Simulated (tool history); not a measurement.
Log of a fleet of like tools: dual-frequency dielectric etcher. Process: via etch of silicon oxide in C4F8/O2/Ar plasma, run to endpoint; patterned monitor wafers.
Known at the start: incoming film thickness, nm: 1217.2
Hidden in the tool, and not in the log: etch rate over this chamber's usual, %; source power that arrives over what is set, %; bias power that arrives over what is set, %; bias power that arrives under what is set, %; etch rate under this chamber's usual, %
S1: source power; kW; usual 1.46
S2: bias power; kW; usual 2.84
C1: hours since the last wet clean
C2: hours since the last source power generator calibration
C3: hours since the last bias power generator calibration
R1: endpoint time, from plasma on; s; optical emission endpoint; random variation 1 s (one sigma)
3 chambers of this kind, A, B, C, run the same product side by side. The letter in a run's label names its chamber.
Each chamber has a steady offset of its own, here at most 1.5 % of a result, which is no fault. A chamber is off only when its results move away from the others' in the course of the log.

run	hour	S1	S2	C1	C2	C3	R1
1A	3.5	1.46	2.84	335.1	1077.6	1187.5	245.39
2B	7.4	1.46	2.84	161.7	557.2	1662.5	245.4
3C	10.4	1.46	2.84	262.7	3056.8	543.5	249.44
4C	14.2	1.46	2.84	266.5	3060.6	547.3	246.3
5A	18.1	1.46	2.84	349.7	1092.2	1202.1	244.87
6B	23.4	1.13	3.216	177.7	573.2	1678.5	258.51
7C	28.8	1.13	3.216	281.1	3075.2	561.9	262.49
8B	34.7	1.13	3.216	189	584.5	1689.8	259.41
9A	40	1.34	3.392	371.6	1114.1	1224	240.64
10C	46.4	1.34	3.392	298.7	3092.8	579.5	243.99
11B	52.4	1.34	3.392	206.7	602.2	1707.5	238.96
12A	59.2	1.46	2.84	390.8	1133.3	1243.2	246.12
13A	63.4	1.46	2.84	395	1137.5	1247.4	243.78
14C	69.6	1.46	2.84	321.9	3116	602.7	249.63
15B	73.1	1.46	2.84	227.4	622.9	1728.2	243.94
16B	78.5	1.46	2.84	232.8	628.3	1733.6	242.68
17A	82.4	1.21	2.44	414	1156.5	1266.4	276.6
18C	88.2	1.21	2.44	340.5	3134.6	621.3	278.78
19C	93.5	1.21	2.44	345.8	3139.9	626.6	282.18
# hour 95.5: chamber C: wet clean of the chamber
20B	96.8	1.46	2.84	251.1	646.6	1751.9	240.94
21A	103	1.46	2.84	434.6	1177.1	1287	245.44
22C	109.5	1.46	2.84	14.1	3155.9	642.6	249.05
23B	116.2	1.46	2.84	270.5	666	1771.3	238.54
24A	120.4	1.46	2.84	452	1194.5	1304.4	245.84
25C	125.7	1.46	2.84	30.3	3172.1	658.8	248.56
26A	132.3	1.46	2.84	463.9	1206.4	1316.3	246.65
27B	139	1.46	2.84	293.3	688.8	1794.1	237.9
28B	145	1.46	2.84	299.3	694.8	1800.1	238.66
29A	150.1	1.46	2.84	481.7	1224.2	1334.1	245.61
30C	153.3	1.46	2.84	57.9	3199.7	686.4	248.74
31C	156.7	1.46	2.84	61.3	3203.1	689.8	248.78
32A	162.3	1.46	2.84	493.9	1236.4	1346.3	244.12
33B	167.3	1.46	2.84	321.6	717.1	1822.4	234.97
34C	170.4	1.46	2.84	75	3216.8	703.5	247.15
35A	174.4	1.46	2.84	506	1248.5	1358.4	245.09
36B	178.9	1.46	2.84	333.2	728.7	1834	234.9
37A	182.5	1.46	2.84	514.1	1256.6	1366.5	246.84
38C	186.2	1.77	2.495	90.8	3232.6	719.3	239.68
39B	190.6	1.77	2.495	344.9	740.4	1845.7	225.92

What goes on in this fleet: one chamber off, a drifting gauge, or nothing beyond the chambers' own small offsets? Name the chamber and the cause, if any.

Chamber B drifts away from the others.
Cause: etch rate over this chamber's usual, % = 4.95.

Here are 4 candidates for chamber B's next run, each the usual settings with a change, their results left as question marks. Which one brings its results back in line with what the others give on the usual settings?
In line means no further than this from the other chambers' mean on the usual settings: R1 3.6 s
40B-1	195.5	1.26	2.506				?
40B-2	195.5	1.69	3.224				?
40B-3	195.5	1.33	2.628				?
40B-4	195.5	1.59	3.052				?

The other chambers' mean on the usual settings: R1 246.61 s
run	R1
40B-1	255.97
40B-2	210.79
40B-3	246.91
40B-4	219.67
40B-3 brings the chamber back in line.
